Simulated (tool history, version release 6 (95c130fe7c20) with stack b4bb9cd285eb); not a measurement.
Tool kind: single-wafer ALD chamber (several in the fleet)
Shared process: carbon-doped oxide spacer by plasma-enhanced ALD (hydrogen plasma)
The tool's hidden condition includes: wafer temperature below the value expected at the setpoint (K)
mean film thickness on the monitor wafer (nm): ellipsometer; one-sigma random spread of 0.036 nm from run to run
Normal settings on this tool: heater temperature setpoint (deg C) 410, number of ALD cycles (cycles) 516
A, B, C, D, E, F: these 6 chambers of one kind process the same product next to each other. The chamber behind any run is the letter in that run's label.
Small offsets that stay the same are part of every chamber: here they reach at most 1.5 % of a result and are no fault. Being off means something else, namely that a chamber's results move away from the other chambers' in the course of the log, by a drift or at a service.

| run | hour | heater temperature setpoint (deg C) | number of ALD cycles (cycles) | hours since the last thermocouple change | read-back reference wafer on the same gauge, thickness_nm | mean film thickness on the monitor wafer (nm) |
|---|---|---|---|---|---|---|
| 1A | 7.6 | 410 | 516 | 472.1 | 24.504 | 25.189 |
| 2D | 17.3 | 410 | 516 | 117.8 | 24.501 | 24.792 |
| 3C | 27.2 | 410 | 516 | 710.7 | 24.509 | 25.106 |
| 4B | 33.0 | 410 | 516 | 665.7 | 24.517 | 25.031 |
| 5E | 38.9 | 423 | 516 | 381.9 | 24.527 | 24.085 |
| 6F | 45.2 | 423 | 516 | 570.2 | 24.528 | 24.111 |
| 7C | 52.4 | 423 | 516 | 735.9 | 24.530 | 24.121 |
| 8A | 62.0 | 423 | 516 | 526.5 | 24.524 | 24.188 |
| 9F | 68.7 | 423 | 516 | 593.7 | 24.530 | 24.179 |
| 10D | 76.9 | 423 | 516 | 177.4 | 24.541 | 23.760 |
| 11B | 86.8 | 420 | 516 | 719.5 | 24.538 | 24.351 |
| 12E | 96.3 | 420 | 516 | 439.3 | 24.544 | 24.313 |
| 13B | 106.1 | 420 | 516 | 738.8 | 24.543 | 24.339 |
| 14D | 112.3 | 420 | 516 | 212.8 | 24.550 | 24.003 |
| 15C | 122.6 | 420 | 516 | 806.1 | 24.551 | 24.381 |
| 16F | 130.1 | 420 | 516 | 655.1 | 24.561 | 24.410 |
| 17A | 139.6 | 410 | 516 | 604.1 | 24.566 | 25.234 |
| 18E | 147.7 | 410 | 480 | 490.7 | 24.564 | 23.273 |
| 19C | 156.6 | 410 | 480 | 840.1 | 24.574 | 23.415 |
| 20F | 164.8 | 410 | 480 | 689.8 | 24.575 | 23.372 |
| 21D | 170.9 | 410 | 480 | 271.4 | 24.582 | 23.120 |
| 22B | 177.5 | 410 | 480 | 810.2 | 24.589 | 23.363 |
| 23A | 184.6 | 410 | 480 | 649.1 | 24.583 | 23.451 |
| 24E | 189.8 | 410 | 516 | 532.8 | 24.585 | 25.090 |
| 25A | 199.7 | 410 | 516 | 664.2 | 24.585 | 25.229 |
| 26F | 205.3 | 410 | 516 | 730.3 | 24.593 | 25.205 |
| 27B | 213.2 | 410 | 516 | 845.9 | 24.596 | 25.128 |
| 28E | 222.1 | 410 | 516 | 565.1 | 24.600 | 25.131 |
| 29D | 231.4 | 419 | 516 | 331.9 | 24.603 | 24.157 |
|  | 240.3 | chamber C: thermocouple changed; heater temperature recalibrated |
| 30C | 241.5 | 419 | 516 | 1.3 | 24.616 | 24.516 |
| 31A | 250.6 | 419 | 516 | 715.1 | 24.618 | 24.578 |
| 32B | 258.1 | 419 | 516 | 890.8 | 24.623 | 24.506 |
| 33E | 266.0 | 419 | 516 | 609.0 | 24.629 | 24.449 |
| 34C | 272.4 | 419 | 516 | 32.2 | 24.625 | 24.471 |
| 35D | 279.9 | 410 | 516 | 380.4 | 24.629 | 24.921 |
| 36F | 285.9 | 421 | 480 | 810.9 | 24.637 | 22.687 |
| 37F | 294.1 | 421 | 480 | 819.1 | 24.631 | 22.712 |
| 38C | 302.1 | 421 | 480 | 61.9 | 24.640 | 22.656 |

For the next run the whole fleet of 6 chambers uses the same settings. Give each chamber's results:
| 39A | 309.6 | 410 | 516 |  |  | ? |
| 39B | 309.6 | 410 | 516 |  |  | ? |
| 39C | 309.6 | 410 | 516 |  |  | ? |
| 39D | 309.6 | 410 | 516 |  |  | ? |
| 39E | 309.6 | 410 | 516 |  |  | ? |
| 39F | 309.6 | 410 | 516 |  |  | ? |

| run | mean film thickness on the monitor wafer (nm) |
|---|---|
| 39A | 25.316 |
| 39B | 25.218 |
| 39C | 25.216 |
| 39D | 24.857 |
| 39E | 25.190 |
| 39F | 25.234 |
